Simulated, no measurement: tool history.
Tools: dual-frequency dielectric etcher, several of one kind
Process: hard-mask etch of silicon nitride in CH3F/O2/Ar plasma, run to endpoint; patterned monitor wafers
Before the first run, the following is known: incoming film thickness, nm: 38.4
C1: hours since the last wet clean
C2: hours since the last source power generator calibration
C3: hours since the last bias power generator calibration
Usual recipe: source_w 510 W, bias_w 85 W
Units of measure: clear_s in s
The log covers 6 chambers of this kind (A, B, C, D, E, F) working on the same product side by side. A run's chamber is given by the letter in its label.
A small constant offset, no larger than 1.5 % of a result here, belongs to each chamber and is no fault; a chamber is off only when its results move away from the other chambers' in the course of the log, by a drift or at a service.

{"run": "1B", "hour": 4.5, "source_w": 510, "bias_w": 85, "C1": 129.4, "C2": 779.3, "C3": 1652.9, "clear_s": 47.339}
{"run": "2F", "hour": 7.9, "source_w": 510, "bias_w": 85, "C1": 91.9, "C2": 81.3, "C3": 1658.0, "clear_s": 47.352}
{"run": "3C", "hour": 11.0, "source_w": 510, "bias_w": 85, "C1": 497.0, "C2": 638.7, "C3": 3360.8, "clear_s": 47.374}
{"run": "4A", "hour": 14.8, "source_w": 510, "bias_w": 85, "C1": 363.7, "C2": 148.8, "C3": 922.1, "clear_s": 47.425}
{"hour": 15.5, "done": "chamber C: wet clean of the chamber"}
{"run": "5E", "hour": 20.0, "source_w": 510, "bias_w": 85, "C1": 254.5, "C2": 1523.6, "C3": 1955.4, "clear_s": 48.429}
{"run": "6D", "hour": 23.1, "source_w": 510, "bias_w": 85, "C1": 306.8, "C2": 518.0, "C3": 1575.5, "clear_s": 48.256}
{"run": "7C", "hour": 27.2, "source_w": 510, "bias_w": 85, "C1": 11.7, "C2": 654.9, "C3": 3377.0, "clear_s": 47.723}
{"run": "8A", "hour": 30.9, "source_w": 510, "bias_w": 85, "C1": 379.8, "C2": 164.9, "C3": 938.2, "clear_s": 47.953}
{"run": "9B", "hour": 36.4, "source_w": 510, "bias_w": 85, "C1": 161.3, "C2": 811.2, "C3": 1684.8, "clear_s": 47.231}
{"hour": 37.1, "done": "chamber A: wet clean of the chamber"}
{"run": "10D", "hour": 40.0, "source_w": 510, "bias_w": 85, "C1": 323.7, "C2": 534.9, "C3": 1592.4, "clear_s": 48.05}
{"run": "11F", "hour": 45.5, "source_w": 510, "bias_w": 72, "C1": 129.5, "C2": 118.9, "C3": 1695.6, "clear_s": 49.874}
{"run": "12E", "hour": 50.1, "source_w": 510, "bias_w": 72, "C1": 284.6, "C2": 1553.7, "C3": 1985.5, "clear_s": 51.134}
{"run": "13E", "hour": 55.2, "source_w": 510, "bias_w": 72, "C1": 289.7, "C2": 1558.8, "C3": 1990.6, "clear_s": 51.351}
{"run": "14C", "hour": 58.0, "source_w": 510, "bias_w": 72, "C1": 42.5, "C2": 685.7, "C3": 3407.8, "clear_s": 50.589}
{"run": "15A", "hour": 63.8, "source_w": 510, "bias_w": 72, "C1": 26.7, "C2": 197.8, "C3": 971.1, "clear_s": 50.77}
{"run": "16F", "hour": 69.6, "source_w": 510, "bias_w": 72, "C1": 153.6, "C2": 143.0, "C3": 1719.7, "clear_s": 50.183}
{"run": "17D", "hour": 74.1, "source_w": 510, "bias_w": 85, "C1": 357.8, "C2": 569.0, "C3": 1626.5, "clear_s": 48.099}
{"run": "18B", "hour": 79.7, "source_w": 510, "bias_w": 85, "C1": 204.6, "C2": 854.5, "C3": 1728.1, "clear_s": 47.399}
{"hour": 80.2, "done": "chamber D: wet clean of the chamber"}
{"run": "19C", "hour": 83.7, "source_w": 510, "bias_w": 85, "C1": 68.2, "C2": 711.4, "C3": 3433.5, "clear_s": 47.553}
{"run": "20D", "hour": 89.7, "source_w": 510, "bias_w": 85, "C1": 9.6, "C2": 584.6, "C3": 1642.1, "clear_s": 48.068}
{"run": "21B", "hour": 94.6, "source_w": 400, "bias_w": 85, "C1": 219.5, "C2": 869.4, "C3": 1743.0, "clear_s": 51.912}
{"run": "22E", "hour": 98.0, "source_w": 400, "bias_w": 85, "C1": 332.5, "C2": 1601.6, "C3": 2033.4, "clear_s": 52.648}
{"run": "23A", "hour": 100.6, "source_w": 400, "bias_w": 85, "C1": 63.5, "C2": 234.6, "C3": 1007.9, "clear_s": 52.625}
{"run": "24F", "hour": 104.5, "source_w": 400, "bias_w": 85, "C1": 188.5, "C2": 177.9, "C3": 1754.6, "clear_s": 51.616}
{"run": "25B", "hour": 108.5, "source_w": 400, "bias_w": 85, "C1": 233.4, "C2": 883.3, "C3": 1756.9, "clear_s": 51.919}
{"run": "26E", "hour": 111.8, "source_w": 400, "bias_w": 85, "C1": 346.3, "C2": 1615.4, "C3": 2047.2, "clear_s": 53.005}
{"run": "27C", "hour": 117.6, "source_w": 510, "bias_w": 85, "C1": 102.1, "C2": 745.3, "C3": 3467.4, "clear_s": 48.083}
{"run": "28F", "hour": 122.5, "source_w": 510, "bias_w": 85, "C1": 206.5, "C2": 195.9, "C3": 1772.6, "clear_s": 47.495}
{"run": "29A", "hour": 126.2, "source_w": 510, "bias_w": 85, "C1": 89.1, "C2": 260.2, "C3": 1033.5, "clear_s": 47.693}
{"run": "30D", "hour": 130.6, "source_w": 510, "bias_w": 85, "C1": 50.5, "C2": 625.5, "C3": 1683.0, "clear_s": 47.809}
{"run": "31B", "hour": 136.2, "source_w": 620, "bias_w": 85, "C1": 261.1, "C2": 911.0, "C3": 1784.6, "clear_s": 44.095}
{"run": "32D", "hour": 138.8, "source_w": 620, "bias_w": 85, "C1": 58.7, "C2": 633.7, "C3": 1691.2, "clear_s": 44.422}
{"run": "33A", "hour": 144.6, "source_w": 620, "bias_w": 85, "C1": 107.5, "C2": 278.6, "C3": 1051.9, "clear_s": 44.639}
{"run": "34C", "hour": 149.4, "source_w": 620, "bias_w": 85, "C1": 133.9, "C2": 777.1, "C3": 3499.2, "clear_s": 44.323}
{"run": "35F", "hour": 152.4, "source_w": 620, "bias_w": 85, "C1": 236.4, "C2": 225.8, "C3": 1802.5, "clear_s": 43.875}
{"run": "36E", "hour": 158.0, "source_w": 620, "bias_w": 85, "C1": 392.5, "C2": 1661.6, "C3": 2093.4, "clear_s": 45.054}
{"run": "37C", "hour": 161.2, "source_w": 510, "bias_w": 85, "C1": 145.7, "C2": 788.9, "C3": 3511.0, "clear_s": 47.595}
{"run": "38D", "hour": 164.1, "source_w": 510, "bias_w": 85, "C1": 84.0, "C2": 659.0, "C3": 1716.5, "clear_s": 48.081}
{"run": "39E", "hour": 166.9, "source_w": 510, "bias_w": 85, "C1": 401.4, "C2": 1670.5, "C3": 2102.3, "clear_s": 48.286}
{"run": "40B", "hour": 169.8, "source_w": 510, "bias_w": 85, "C1": 294.7, "C2": 944.6, "C3": 1818.2, "clear_s": 47.511}
{"run": "41F", "hour": 173.7, "source_w": 510, "bias_w": 85, "C1": 257.7, "C2": 247.1, "C3": 1823.8, "clear_s": 46.977}
{"run": "42A", "hour": 176.6, "source_w": 510, "bias_w": 85, "C1": 139.5, "C2": 310.6, "C3": 1083.9, "clear_s": 47.687}
{"run": "43C", "hour": 180.2, "source_w": 510, "bias_w": 85, "C1": 164.7, "C2": 807.9, "C3": 3530.0, "clear_s": 47.736}
{"run": "44D", "hour": 184.3, "source_w": 510, "bias_w": 85, "C1": 104.2, "C2": 679.2, "C3": 1736.7, "clear_s": 47.832}

What goes on in this fleet: one chamber off, a drifting gauge, or nothing beyond the chambers' own small offsets? Name the chamber and the cause, if any.

No chamber stands off beyond its own small offset, and the gauge holds steady.

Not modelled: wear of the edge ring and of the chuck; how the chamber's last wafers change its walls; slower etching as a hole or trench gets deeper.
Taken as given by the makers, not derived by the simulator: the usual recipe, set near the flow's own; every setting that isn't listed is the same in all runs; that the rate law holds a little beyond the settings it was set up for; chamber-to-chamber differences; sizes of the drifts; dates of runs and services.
